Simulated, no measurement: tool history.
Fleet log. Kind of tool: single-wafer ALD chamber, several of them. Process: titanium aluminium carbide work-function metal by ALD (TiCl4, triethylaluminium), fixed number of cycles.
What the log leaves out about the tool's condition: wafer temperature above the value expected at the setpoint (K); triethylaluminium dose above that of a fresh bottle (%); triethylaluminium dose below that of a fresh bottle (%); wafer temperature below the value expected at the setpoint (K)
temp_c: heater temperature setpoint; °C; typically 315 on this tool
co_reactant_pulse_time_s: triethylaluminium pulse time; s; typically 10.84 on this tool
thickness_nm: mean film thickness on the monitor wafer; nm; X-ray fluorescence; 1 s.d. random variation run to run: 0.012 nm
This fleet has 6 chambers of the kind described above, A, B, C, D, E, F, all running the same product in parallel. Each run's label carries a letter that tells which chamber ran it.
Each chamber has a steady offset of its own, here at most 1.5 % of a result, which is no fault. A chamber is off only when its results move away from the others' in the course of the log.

run,hour,temp_c,co_reactant_pulse_time_s,hours since the last thermocouple change,hours since the last triethylaluminium bottle change,"read-back reference wafer on the same gauge, thickness_nm",thickness_nm
1E,4.0,315,10.84,1646.0,261.6,2.4398,2.1555
2F,11.4,315,10.84,772.2,665.9,2.4403,2.1245
3C,18.5,315,10.84,1054.6,1168.6,2.4395,2.1573
4B,23.3,315,10.84,100.5,513.3,2.4398,2.1379
5A,27.0,315,10.84,2536.7,170.9,2.4377,2.1581
6D,32.1,315,10.84,1828.8,1115.7,2.4377,2.1085
7F,36.0,315,10.84,796.8,690.5,2.4384,2.1373
8A,39.9,306,14.04,2549.6,183.8,2.4391,2.0933
9B,46.9,306,14.04,124.1,536.9,2.4432,2.1051
10E,52.1,306,14.04,1694.1,309.7,2.4391,2.1103
11D,56.5,306,14.04,1853.2,1140.1,2.4414,2.0718
12C,63.3,306,14.04,1099.4,1213.4,2.4417,2.0878
# hour 64.0: chamber C: thermocouple changed; heater temperature recalibrated
13C,71.1,306,14.04,7.1,1221.2,2.4391,2.1080
14D,75.8,315,10.84,1872.5,1159.4,2.4423,2.1149
15A,81.9,315,10.84,2591.6,225.8,2.4417,2.1641
16B,85.4,315,10.84,162.6,575.4,2.4402,2.1539
17F,88.9,322,13.03,849.7,743.4,2.4403,2.2284
18E,94.1,322,13.03,1736.1,351.7,2.4418,2.2404
19A,100.2,322,13.03,2609.9,244.1,2.4388,2.2473
20F,107.8,322,13.03,868.6,762.3,2.4382,2.2270
21E,113.9,322,13.03,1755.9,371.5,2.4404,2.2333
22C,121.3,322,13.03,57.3,1271.4,2.4412,2.2520
23B,126.3,315,10.84,203.5,616.3,2.4382,2.1378
24D,131.4,315,10.84,1928.1,1215.0,2.4440,2.1280
25F,136.3,315,10.84,897.1,790.8,2.4422,2.1428
26D,141.7,315,10.84,1938.4,1225.3,2.4411,2.1039
27E,146.7,315,10.84,1788.7,404.3,2.4424,2.1490
28C,153.4,315,10.84,89.4,1303.5,2.4422,2.1286
29B,161.0,315,7.57,238.2,651.0,2.4455,2.0407
30A,167.5,315,7.57,2677.2,311.4,2.4379,2.0416
31A,171.1,315,7.57,2680.8,315.0,2.4391,2.0503
32E,176.1,315,7.57,1818.1,433.7,2.4423,2.0329
33B,183.3,315,7.57,260.5,673.3,2.4415,2.0364
34C,186.8,315,7.57,122.8,1336.9,2.4386,2.0411
35D,193.0,304,10.84,1989.7,1276.6,2.4365,2.0330
36F,200.9,304,10.84,961.7,855.4,2.4395,2.0241
37F,205.4,304,10.84,966.2,859.9,2.4390,2.0373
38B,211.3,304,10.84,288.5,701.3,2.4445,2.0368
39D,217.1,304,10.84,2013.8,1300.7,2.4422,2.0191

Read the log: is a single chamber off, either drifting away or since a service, is the gauge that measures every chamber drifting, or is nothing wrong beyond small per-chamber offsets? Name any odd chamber and what most likely caused it.

All chambers stay in line apart from their small fixed offsets, and the gauge does not drift.
